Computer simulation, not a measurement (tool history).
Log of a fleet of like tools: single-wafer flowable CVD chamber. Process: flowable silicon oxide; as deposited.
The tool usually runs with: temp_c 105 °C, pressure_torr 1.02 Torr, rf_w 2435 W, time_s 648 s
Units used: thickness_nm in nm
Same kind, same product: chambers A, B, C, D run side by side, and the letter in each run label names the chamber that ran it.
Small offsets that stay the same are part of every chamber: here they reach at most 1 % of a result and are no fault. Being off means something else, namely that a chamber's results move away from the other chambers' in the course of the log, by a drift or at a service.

run,hour,temp_c,pressure_torr,rf_w,time_s,hours since the last thermocouple change,hours since the last RF generator calibration,hours since the last manometer calibration,"read-back reference wafer on the same gauge, thickness_nm",thickness_nm
1D,9.5,105,1.02,2435,648,2794.7,1034.3,1682.1,426.21,469.62
2C,15.3,105,1.02,2435,648,124.9,49.3,54,425.75,463.44
3B,20.8,105,1.02,2435,648,875.2,1815.8,1015.1,425.63,461.64
4A,30.9,105,1.02,2435,648,1604.8,1334.3,638.6,425.56,466.8
5A,39.3,105,1.02,2435,648,1613.2,1342.7,647,426.03,463.8
6B,45.4,105,1.02,2435,607,899.8,1840.4,1039.7,426.09,436
7D,52.9,105,1.02,2435,607,2838.1,1077.7,1725.5,426.1,440.38
8C,58.6,105,1.02,2435,607,168.2,92.6,97.3,425.79,434.65
9D,68.6,105,1.02,2435,607,2853.8,1093.4,1741.2,426.45,439.05
10C,75.8,105,1.02,2435,648,185.4,109.8,114.5,425.96,463.04
11B,85.8,105,1.02,2885,741,940.2,1880.8,1080.1,425.56,541.7
12A,94.8,105,1.02,2885,741,1668.7,1398.2,702.5,426.09,540.94
13A,105.1,105,1.02,2885,741,1679,1408.5,712.8,425.81,542.27
14B,112.6,105,1.02,2885,741,967,1907.6,1106.9,426.06,542.27
15C,121.3,105,1.02,2435,648,230.9,155.3,160,425.91,464.95
16D,129.9,105,1.02,2435,648,2915.1,1154.7,1802.5,426.2,461.72
# hour 135.6: chamber B: capacitance manometer re-zeroed and calibrated
17C,136.6,105,1.02,2435,648,246.2,170.6,175.3,426.23,462.68
18D,148,105,1.02,2645,602,2933.2,1172.8,1820.6,425.89,434.89
19A,156.9,105,1.02,2645,602,1730.8,1460.3,764.6,425.97,435.22
20B,167.8,105,1.02,2645,602,1022.2,1962.8,32.3,425.99,435.91
21A,177.2,105,1.02,2645,602,1751.1,1480.6,784.9,426.01,437.57
22C,187.2,105,1.02,2435,648,296.8,221.2,225.9,426.09,462.82
23D,193.9,105,1.02,2435,648,2979.1,1218.7,1866.5,426.14,456.28
24B,198.9,105,1.02,2435,648,1053.3,1993.9,63.4,425.83,464.17
25D,206,105,1.02,2435,648,2991.2,1230.8,1878.6,426.17,455.72
26A,213.3,105,1.02,2435,648,1787.2,1516.7,821,425.77,463.34
27C,219.5,105,1.02,2435,648,329.1,253.5,258.2,426.14,459.2
28B,229.1,105,1.02,2435,648,1083.5,2024.1,93.6,426.07,462.52
29C,234.6,105,1.02,2435,648,344.2,268.6,273.3,425.86,465.97

For the next run the whole fleet of 4 chambers uses the same settings. Give each chamber's results:
30A,242.7,105,1.02,2435,648,,,,,?
30B,242.7,105,1.02,2435,648,,,,,?
30C,242.7,105,1.02,2435,648,,,,,?
30D,242.7,105,1.02,2435,648,,,,,?

run,thickness_nm
30A,463.11
30B,463
30C,462.72
30D,451.23

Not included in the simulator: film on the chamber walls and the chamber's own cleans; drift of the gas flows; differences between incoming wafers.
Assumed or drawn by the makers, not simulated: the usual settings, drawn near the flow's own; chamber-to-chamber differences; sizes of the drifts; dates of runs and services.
